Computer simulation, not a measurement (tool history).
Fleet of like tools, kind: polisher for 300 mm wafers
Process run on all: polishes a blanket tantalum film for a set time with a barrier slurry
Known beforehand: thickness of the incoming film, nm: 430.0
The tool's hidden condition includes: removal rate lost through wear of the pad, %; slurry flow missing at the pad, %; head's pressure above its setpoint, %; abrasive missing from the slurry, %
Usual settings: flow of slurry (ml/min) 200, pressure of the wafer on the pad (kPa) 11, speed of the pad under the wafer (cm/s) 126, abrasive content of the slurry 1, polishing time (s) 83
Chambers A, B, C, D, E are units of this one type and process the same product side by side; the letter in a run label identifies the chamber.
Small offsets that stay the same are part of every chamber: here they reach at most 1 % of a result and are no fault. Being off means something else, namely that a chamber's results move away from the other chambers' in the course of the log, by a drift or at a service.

run,hour,flow of slurry (ml/min),pressure of the wafer on the pad (kPa),speed of the pad under the wafer (cm/s),abrasive content of the slurry,polishing time (s),wafers polished on this pad,hours since the slurry nozzle was cleaned,hours since the head pressure was calibrated,hours since the slurry blender was calibrated,film removed (angstrom)
# hour 4.8: chamber E: slurry blender recalibrated
1E,10.3,200,11,126,1,83,366,565.3,598.2,5.6,1196.5
2D,17.6,200,11,126,1,83,385,83.8,1007.1,87.4,1210.2
# hour 27.1: chamber C: slurry nozzle cleaned
3A,30.1,200,11,126,1,83,231,118.5,752.9,327.4,1212.8
# hour 30.4: chamber C: head pressure recalibrated
4C,38.5,200,11,126,1,83,395,11.4,8.1,75,1218.1
# hour 43.9: chamber A: slurry blender recalibrated
5B,50.2,200,11,126,1,83,278,81.6,696.9,234.9,1184.4
6C,61.7,200,11,126,1,83,520,34.6,31.3,98.2,1203.2
# hour 69.1: chamber C: worn pad replaced by a new one
7B,70.2,200,11,86,1,83,385,101.6,716.9,254.9,813.89
8E,80.4,200,11,86,1,83,743,635.4,668.3,75.7,830.85
# hour 81.8: chamber D: worn pad replaced by a new one
9A,87.2,200,11,86,1,83,539,175.6,810,43.3,809.67
10D,94.7,200,11,86,1,83,69,160.9,1084.2,164.5,822.35
# hour 99.8: chamber E: worn pad replaced by a new one
11A,106.7,200,11,86,1,83,643,195.1,829.5,62.8,821.82
# hour 115.1: chamber B: slurry blender recalibrated
# hour 117.4: chamber D: head pressure recalibrated
12C,118.6,200,11,126,1,83,266,91.5,88.2,155.1,1198.8
13D,128.2,200,11,126,1,83,249,194.4,10.9,198,1197.6
# hour 131.4: chamber B: worn pad replaced by a new one
# hour 135.9: chamber C: slurry blender recalibrated
14E,138.1,200,11,126,1,83,206,693.1,726,133.4,1207.5
15B,148,200,11,126,1,68,89,179.4,794.7,33,972.37
16E,162.3,200,11,126,1,68,336,717.3,750.2,157.6,994.14
# hour 165.6: chamber B: head pressure recalibrated
# hour 169: chamber A: worn pad replaced by a new one
17B,176.3,200,11,126,1,68,242,207.7,10.7,61.3,976.94
# hour 181.9: chamber C: worn pad replaced by a new one
18D,185.4,200,11,126,1,68,557,251.6,68.1,255.2,992.11
19C,196.3,200,11,126,1,68,77,169.2,165.9,60.4,991.78
# hour 199.2: chamber E: slurry nozzle cleaned
# hour 205.4: chamber A: head pressure recalibrated
# hour 206.6: chamber C: slurry nozzle cleaned
20A,207.4,200,11,126,1,83,207,295.8,2,163.5,1196.9
# hour 215: chamber D: worn pad replaced by a new one
21C,218.3,200,11,126,1,83,195,11.7,187.9,82.4,1214
# hour 223.1: chamber A: slurry nozzle cleaned
# hour 230.6: chamber D: slurry blender recalibrated
22D,230.6,200,11,126,1,83,84,296.8,113.3,0,1210.3
23E,237.6,200,11,126,1,83,742,38.5,825.5,232.9,1216.9
24A,249.9,200,11,126,1,83,435,26.8,44.5,206,1212
25B,258,200,11,126,1,83,681,289.4,92.4,143,1189.3
26A,266.9,200,11,126,1,83,527,43.8,61.5,223,1190.7
27B,273.4,200,11,126,1,83,764,304.8,107.8,158.4,1176.2
# hour 274.7: chamber B: worn pad replaced by a new one
# hour 280.2: chamber E: worn pad replaced by a new one
28D,283.7,200,11,126,1,83,370,349.9,166.4,53.1,1221.2
# hour 288.9: chamber C: worn pad replaced by a new one
29E,290.1,200,8.3,126,1,68,53,91,878,285.4,727.73
30C,299.3,200,8.3,126,1,68,56,92.7,268.9,163.4,738.97
31C,306.1,200,8.3,126,1,68,92,99.5,275.7,170.2,739.7
32B,319,200,8.3,126,1,68,238,350.4,153.4,204,731.03
33E,331,200,8.3,126,1,68,273,131.9,918.9,326.3,737.68
34D,342.6,200,11,126,1,83,687,408.8,225.3,112,1202

Next, all 5 chambers run the settings below, one line each with question marks for the results. What does each chamber give?
35A,352.9,200,11,126,1,83,,,,,?
35B,352.9,200,11,126,1,83,,,,,?
35C,352.9,200,11,126,1,83,,,,,?
35D,352.9,200,11,126,1,83,,,,,?
35E,352.9,200,11,126,1,83,,,,,?

run,film removed (angstrom)
35A,1190.8
35B,1209.2
35C,1194.5
35D,1217.8
35E,1216.6

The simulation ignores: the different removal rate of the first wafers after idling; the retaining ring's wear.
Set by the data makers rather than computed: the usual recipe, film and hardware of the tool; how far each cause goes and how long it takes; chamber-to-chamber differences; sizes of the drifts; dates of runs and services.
